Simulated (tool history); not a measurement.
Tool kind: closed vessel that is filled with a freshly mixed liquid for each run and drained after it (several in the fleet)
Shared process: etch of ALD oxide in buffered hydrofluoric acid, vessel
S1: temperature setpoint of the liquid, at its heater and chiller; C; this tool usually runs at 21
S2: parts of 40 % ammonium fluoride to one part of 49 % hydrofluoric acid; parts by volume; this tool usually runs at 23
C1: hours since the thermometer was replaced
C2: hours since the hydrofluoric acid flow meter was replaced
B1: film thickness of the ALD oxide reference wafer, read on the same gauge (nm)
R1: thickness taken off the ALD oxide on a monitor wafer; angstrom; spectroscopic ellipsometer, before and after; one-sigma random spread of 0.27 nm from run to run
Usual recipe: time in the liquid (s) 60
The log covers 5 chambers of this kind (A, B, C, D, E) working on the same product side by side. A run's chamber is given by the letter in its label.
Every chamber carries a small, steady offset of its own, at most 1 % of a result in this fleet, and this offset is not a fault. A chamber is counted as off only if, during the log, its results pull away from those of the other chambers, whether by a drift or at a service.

{"run": "1A", "day": 0.279, "S1": 21, "S2": 23, "time in the liquid (s)": 60, "C1": 1469.4, "C2": 254.8, "B1": 119.98, "R1": 546.37}
{"run": "2E", "day": 0.683, "S1": 21, "S2": 23, "time in the liquid (s)": 60, "C1": 490.8, "C2": 458.1, "B1": 120, "R1": 541.58}
{"run": "3C", "day": 1.292, "S1": 21, "S2": 23, "time in the liquid (s)": 60, "C1": 993.9, "C2": 446.9, "B1": 120.02, "R1": 547.55}
{"day": 1.875, "done": "chamber A: thermometer replaced"}
{"run": "4D", "day": 1.875, "S1": 21, "S2": 23, "time in the liquid (s)": 60, "C1": 594.2, "C2": 499.3, "B1": 120.03, "R1": 545.1}
{"run": "5B", "day": 2.442, "S1": 21, "S2": 23, "time in the liquid (s)": 60, "C1": 2438.6, "C2": 337, "B1": 119.98, "R1": 548.91}
{"run": "6E", "day": 2.888, "S1": 25.5, "S2": 23, "time in the liquid (s)": 60, "C1": 543.7, "C2": 511, "B1": 120.01, "R1": 686.21}
{"run": "7A", "day": 3.383, "S1": 25.5, "S2": 23, "time in the liquid (s)": 60, "C1": 36.2, "C2": 329.3, "B1": 120.03, "R1": 698.76}
{"run": "8B", "day": 3.946, "S1": 25.5, "S2": 23, "time in the liquid (s)": 60, "C1": 2474.7, "C2": 373.1, "B1": 119.97, "R1": 712.83}
{"run": "9D", "day": 4.562, "S1": 25.5, "S2": 23, "time in the liquid (s)": 60, "C1": 658.7, "C2": 563.8, "B1": 120.01, "R1": 709.36}
{"run": "10C", "day": 4.938, "S1": 25.5, "S2": 23, "time in the liquid (s)": 60, "C1": 1081.4, "C2": 534.4, "B1": 120, "R1": 702.62}
{"run": "11B", "day": 5.217, "S1": 21, "S2": 23, "time in the liquid (s)": 60, "C1": 2505.2, "C2": 403.6, "B1": 120.03, "R1": 552.41}
{"run": "12C", "day": 5.783, "S1": 21, "S2": 23, "time in the liquid (s)": 60, "C1": 1101.7, "C2": 554.7, "B1": 120.01, "R1": 545.91}
{"run": "13A", "day": 6.342, "S1": 21, "S2": 23, "time in the liquid (s)": 60, "C1": 107.2, "C2": 400.3, "B1": 119.99, "R1": 549.5}
{"run": "14D", "day": 6.679, "S1": 21, "S2": 19, "time in the liquid (s)": 70, "C1": 709.5, "C2": 614.6, "B1": 119.98, "R1": 740.6}
{"run": "15E", "day": 7.2, "S1": 21, "S2": 19, "time in the liquid (s)": 70, "C1": 647.2, "C2": 614.5, "B1": 120.06, "R1": 729.83}
{"run": "16C", "day": 7.75, "S1": 21, "S2": 19, "time in the liquid (s)": 70, "C1": 1148.9, "C2": 601.9, "B1": 120.01, "R1": 743.61}
{"day": 8.058, "done": "chamber D: hydrofluoric acid flow meter replaced"}
{"run": "17B", "day": 8.338, "S1": 21, "S2": 19, "time in the liquid (s)": 70, "C1": 2580.1, "C2": 478.5, "B1": 120, "R1": 743.3}
{"run": "18E", "day": 8.858, "S1": 21, "S2": 19, "time in the liquid (s)": 70, "C1": 687, "C2": 654.3, "B1": 119.98, "R1": 734.68}
{"run": "19D", "day": 9.192, "S1": 21, "S2": 23, "time in the liquid (s)": 60, "C1": 769.8, "C2": 27.2, "B1": 120.04, "R1": 546.38}
{"run": "20A", "day": 9.783, "S1": 21, "S2": 23, "time in the liquid (s)": 60, "C1": 189.8, "C2": 482.9, "B1": 119.98, "R1": 558.1}
{"run": "21A", "day": 10.371, "S1": 21, "S2": 23, "time in the liquid (s)": 60, "C1": 203.9, "C2": 497, "B1": 120.01, "R1": 558.73}
{"run": "22B", "day": 10.746, "S1": 21, "S2": 23, "time in the liquid (s)": 60, "C1": 2637.9, "C2": 536.3, "B1": 120.01, "R1": 551.26}
{"run": "23D", "day": 11.112, "S1": 25, "S2": 23, "time in the liquid (s)": 60, "C1": 815.9, "C2": 73.3, "B1": 120.02, "R1": 689.25}
{"day": 11.292, "done": "chamber B: thermometer replaced"}
{"run": "24C", "day": 11.717, "S1": 25, "S2": 23, "time in the liquid (s)": 60, "C1": 1244.1, "C2": 697.1, "B1": 120, "R1": 678.32}
{"run": "25E", "day": 12.3, "S1": 25, "S2": 23, "time in the liquid (s)": 60, "C1": 769.6, "C2": 736.9, "B1": 119.98, "R1": 676.83}
{"run": "26E", "day": 12.712, "S1": 25, "S2": 23, "time in the liquid (s)": 60, "C1": 779.5, "C2": 746.8, "B1": 119.99, "R1": 675.17}
{"run": "27B", "day": 12.996, "S1": 25, "S2": 23, "time in the liquid (s)": 60, "C1": 40.9, "C2": 590.3, "B1": 120.01, "R1": 693.3}
{"run": "28D", "day": 13.562, "S1": 21, "S2": 23, "time in the liquid (s)": 60, "C1": 874.7, "C2": 132.1, "B1": 120.02, "R1": 557.21}
{"run": "29A", "day": 13.975, "S1": 21, "S2": 23, "time in the liquid (s)": 60, "C1": 290.4, "C2": 583.5, "B1": 120.01, "R1": 566.85}
{"run": "30C", "day": 14.254, "S1": 21, "S2": 23, "time in the liquid (s)": 60, "C1": 1305, "C2": 758, "B1": 120.03, "R1": 549.84}
{"run": "31C", "day": 14.638, "S1": 21, "S2": 23, "time in the liquid (s)": 60, "C1": 1314.2, "C2": 767.2, "B1": 120.04, "R1": 544.48}
{"run": "32D", "day": 14.975, "S1": 21, "S2": 23, "time in the liquid (s)": 60, "C1": 908.6, "C2": 166, "B1": 120.02, "R1": 550.87}
{"run": "33B", "day": 15.471, "S1": 21, "S2": 23, "time in the liquid (s)": 60, "C1": 100.3, "C2": 649.7, "B1": 120, "R1": 549.15}
{"run": "34E", "day": 15.875, "S1": 21, "S2": 14.5, "time in the liquid (s)": 30, "C1": 855.4, "C2": 822.7, "B1": 120.01, "R1": 409.18}
{"run": "35A", "day": 16.258, "S1": 21, "S2": 14.5, "time in the liquid (s)": 30, "C1": 345.2, "C2": 638.3, "B1": 120, "R1": 447.37}
{"run": "36B", "day": 16.567, "S1": 21, "S2": 14.5, "time in the liquid (s)": 30, "C1": 126.6, "C2": 676, "B1": 120.02, "R1": 415.71}
{"run": "37D", "day": 16.838, "S1": 21, "S2": 14.5, "time in the liquid (s)": 30, "C1": 953.3, "C2": 210.7, "B1": 119.98, "R1": 411.64}

The same settings go to every chamber for the next run, one line per chamber below. Forecast the results for each:
{"run": "38A", "day": 17.279, "S1": 26, "S2": 23, "time in the liquid (s)": 60, "R1": "?"}
{"run": "38B", "day": 17.279, "S1": 26, "S2": 23, "time in the liquid (s)": 60, "R1": "?"}
{"run": "38C", "day": 17.279, "S1": 26, "S2": 23, "time in the liquid (s)": 60, "R1": "?"}
{"run": "38D", "day": 17.279, "S1": 26, "S2": 23, "time in the liquid (s)": 60, "R1": "?"}
{"run": "38E", "day": 17.279, "S1": 26, "S2": 23, "time in the liquid (s)": 60, "R1": "?"}

run=38A R1=753.97
run=38B R1=732.68
run=38C R1=717.7
run=38D R1=718.57
run=38E R1=715.25
